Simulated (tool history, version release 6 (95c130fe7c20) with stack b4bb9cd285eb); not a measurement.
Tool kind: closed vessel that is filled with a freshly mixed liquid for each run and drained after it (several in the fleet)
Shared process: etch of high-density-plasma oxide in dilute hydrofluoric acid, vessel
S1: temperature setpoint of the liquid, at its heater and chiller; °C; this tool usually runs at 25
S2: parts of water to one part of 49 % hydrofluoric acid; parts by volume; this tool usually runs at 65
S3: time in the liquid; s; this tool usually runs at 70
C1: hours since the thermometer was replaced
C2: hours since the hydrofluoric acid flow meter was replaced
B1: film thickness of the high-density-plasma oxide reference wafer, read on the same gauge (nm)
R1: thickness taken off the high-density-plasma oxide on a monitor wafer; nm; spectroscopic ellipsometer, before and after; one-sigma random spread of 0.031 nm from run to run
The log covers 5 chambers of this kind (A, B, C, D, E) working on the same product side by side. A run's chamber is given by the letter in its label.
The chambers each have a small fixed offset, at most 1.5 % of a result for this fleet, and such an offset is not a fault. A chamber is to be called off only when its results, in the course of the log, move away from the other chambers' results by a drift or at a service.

{"run": "1D", "hour": 5.7, "S1": 25, "S2": 65, "S3": 70, "C1": 456.7, "C2": 539.9, "B1": 149.99, "R1": 6.7672}
{"run": "2A", "hour": 12.0, "S1": 25, "S2": 65, "S3": 70, "C1": 531.8, "C2": 501.5, "B1": 150.03, "R1": 6.8747}
{"hour": 20.4, "done": "chamber E: thermometer replaced"}
{"run": "3C", "hour": 21.6, "S1": 25, "S2": 65, "S3": 70, "C1": 565.3, "C2": 391, "B1": 150, "R1": 6.9379}
{"run": "4E", "hour": 28.4, "S1": 25, "S2": 65, "S3": 70, "C1": 8, "C2": 410.5, "B1": 149.98, "R1": 6.8079}
{"run": "5B", "hour": 36.3, "S1": 25, "S2": 65, "S3": 70, "C1": 1227.2, "C2": 1288, "B1": 149.97, "R1": 6.835}
{"run": "6E", "hour": 42.5, "S1": 25, "S2": 85, "S3": 50, "C1": 22.1, "C2": 424.6, "B1": 149.97, "R1": 3.645}
{"run": "7A", "hour": 51.2, "S1": 25, "S2": 85, "S3": 50, "C1": 571, "C2": 540.7, "B1": 150.01, "R1": 3.6784}
{"run": "8B", "hour": 57.2, "S1": 25, "S2": 85, "S3": 50, "C1": 1248.1, "C2": 1308.9, "B1": 150.05, "R1": 3.6458}
{"run": "9D", "hour": 68.9, "S1": 25, "S2": 85, "S3": 50, "C1": 519.9, "C2": 603.1, "B1": 149.97, "R1": 3.5987}
{"hour": 74.9, "done": "chamber E: hydrofluoric acid flow meter replaced"}
{"run": "10C", "hour": 80.6, "S1": 25, "S2": 85, "S3": 50, "C1": 624.3, "C2": 450, "B1": 150, "R1": 3.6671}
{"run": "11D", "hour": 92.5, "S1": 25, "S2": 65, "S3": 70, "C1": 543.5, "C2": 626.7, "B1": 150, "R1": 6.7315}
{"run": "12C", "hour": 102.4, "S1": 25, "S2": 65, "S3": 70, "C1": 646.1, "C2": 471.8, "B1": 150.02, "R1": 6.8934}
{"run": "13B", "hour": 108.4, "S1": 25, "S2": 40, "S3": 70, "C1": 1299.3, "C2": 1360.1, "B1": 150.04, "R1": 11.416}
{"run": "14A", "hour": 116.0, "S1": 25, "S2": 40, "S3": 70, "C1": 635.8, "C2": 605.5, "B1": 149.99, "R1": 11.433}
{"hour": 121.0, "done": "chamber D: thermometer replaced"}
{"run": "15E", "hour": 124.6, "S1": 25, "S2": 40, "S3": 70, "C1": 104.2, "C2": 49.7, "B1": 150.01, "R1": 11.413}
{"run": "16B", "hour": 130.6, "S1": 25, "S2": 40, "S3": 70, "C1": 1321.5, "C2": 1382.3, "B1": 150.04, "R1": 11.501}
{"run": "17C", "hour": 140.5, "S1": 25, "S2": 40, "S3": 70, "C1": 684.2, "C2": 509.9, "B1": 150.05, "R1": 11.72}
{"run": "18D", "hour": 148.0, "S1": 25, "S2": 65, "S3": 70, "C1": 27.1, "C2": 682.2, "B1": 149.98, "R1": 6.6637}
{"run": "19E", "hour": 157.3, "S1": 25, "S2": 55, "S3": 70, "C1": 136.9, "C2": 82.4, "B1": 149.98, "R1": 8.1003}
{"run": "20A", "hour": 165.7, "S1": 25, "S2": 55, "S3": 70, "C1": 685.5, "C2": 655.2, "B1": 150, "R1": 8.2515}
{"run": "21C", "hour": 175.6, "S1": 25, "S2": 55, "S3": 70, "C1": 719.3, "C2": 545, "B1": 150.03, "R1": 8.2602}
{"run": "22D", "hour": 183.1, "S1": 25, "S2": 55, "S3": 70, "C1": 62.2, "C2": 717.3, "B1": 150.02, "R1": 7.9486}
{"run": "23B", "hour": 190.2, "S1": 25, "S2": 55, "S3": 70, "C1": 1381.1, "C2": 1441.9, "B1": 150.02, "R1": 8.1678}
{"run": "24A", "hour": 201.1, "S1": 25, "S2": 65, "S3": 70, "C1": 720.9, "C2": 690.6, "B1": 150.05, "R1": 6.903}
{"run": "25E", "hour": 212.6, "S1": 25, "S2": 50, "S3": 85, "C1": 192.2, "C2": 137.7, "B1": 150, "R1": 10.897}
{"run": "26C", "hour": 219.5, "S1": 25, "S2": 50, "S3": 85, "C1": 763.2, "C2": 588.9, "B1": 150.04, "R1": 11.152}
{"run": "27B", "hour": 225.5, "S1": 25, "S2": 50, "S3": 85, "C1": 1416.4, "C2": 1477.2, "B1": 150.02, "R1": 11.025}
{"run": "28A", "hour": 231.8, "S1": 25, "S2": 50, "S3": 85, "C1": 751.6, "C2": 721.3, "B1": 150.02, "R1": 11.143}
{"run": "29E", "hour": 243.3, "S1": 25, "S2": 50, "S3": 85, "C1": 222.9, "C2": 168.4, "B1": 149.98, "R1": 10.964}
{"run": "30D", "hour": 254.9, "S1": 25, "S2": 65, "S3": 70, "C1": 134, "C2": 789.1, "B1": 149.99, "R1": 6.5194}
{"run": "31C", "hour": 265.4, "S1": 25, "S2": 50, "S3": 110, "C1": 809.1, "C2": 634.8, "B1": 150.03, "R1": 14.569}
{"run": "32E", "hour": 275.5, "S1": 25, "S2": 50, "S3": 110, "C1": 255.1, "C2": 200.6, "B1": 150.01, "R1": 14.178}
{"run": "33B", "hour": 284.2, "S1": 25, "S2": 50, "S3": 110, "C1": 1475.1, "C2": 1535.9, "B1": 150, "R1": 14.268}
{"run": "34D", "hour": 294.8, "S1": 25, "S2": 50, "S3": 110, "C1": 173.9, "C2": 829, "B1": 150.03, "R1": 13.491}
{"run": "35A", "hour": 305.7, "S1": 25, "S2": 50, "S3": 110, "C1": 825.5, "C2": 795.2, "B1": 149.98, "R1": 14.357}

Is one chamber out of step, is the gauge drifting, or do the chambers differ by no more than their own small offsets? For an off chamber, give its letter and the likeliest cause.

Chamber D drifts away from the others.
Likeliest cause: hydrofluoric acid flow below the setpoint (%) = 5.74.

Chamber D could run next with any of the 4 candidate recipes listed below; each alters the usual settings, and their results appear as question marks. Which one brings its results back in line with what the other chambers deliver on the usual settings?
Counts as in line when no further than this from what the other chambers average on the usual settings: R1 0.11 nm
{"run": "36D-1", "hour": 314.4, "S1": 24, "S2": 65, "S3": 70, "R1": "?"}
{"run": "36D-2", "hour": 314.4, "S1": 25, "S2": 65, "S3": 75, "R1": "?"}
{"run": "36D-3", "hour": 314.4, "S1": 26, "S2": 65, "S3": 70, "R1": "?"}
{"run": "36D-4", "hour": 314.4, "S1": 25, "S2": 65, "S3": 65, "R1": "?"}

The mean the other chambers reach with the usual settings: R1 6.8587 nm
run=36D-1 R1=6.133
run=36D-2 R1=6.8475
run=36D-3 R1=6.6548
run=36D-4 R1=5.9345
It is 36D-2 that realigns the chamber with its peers.

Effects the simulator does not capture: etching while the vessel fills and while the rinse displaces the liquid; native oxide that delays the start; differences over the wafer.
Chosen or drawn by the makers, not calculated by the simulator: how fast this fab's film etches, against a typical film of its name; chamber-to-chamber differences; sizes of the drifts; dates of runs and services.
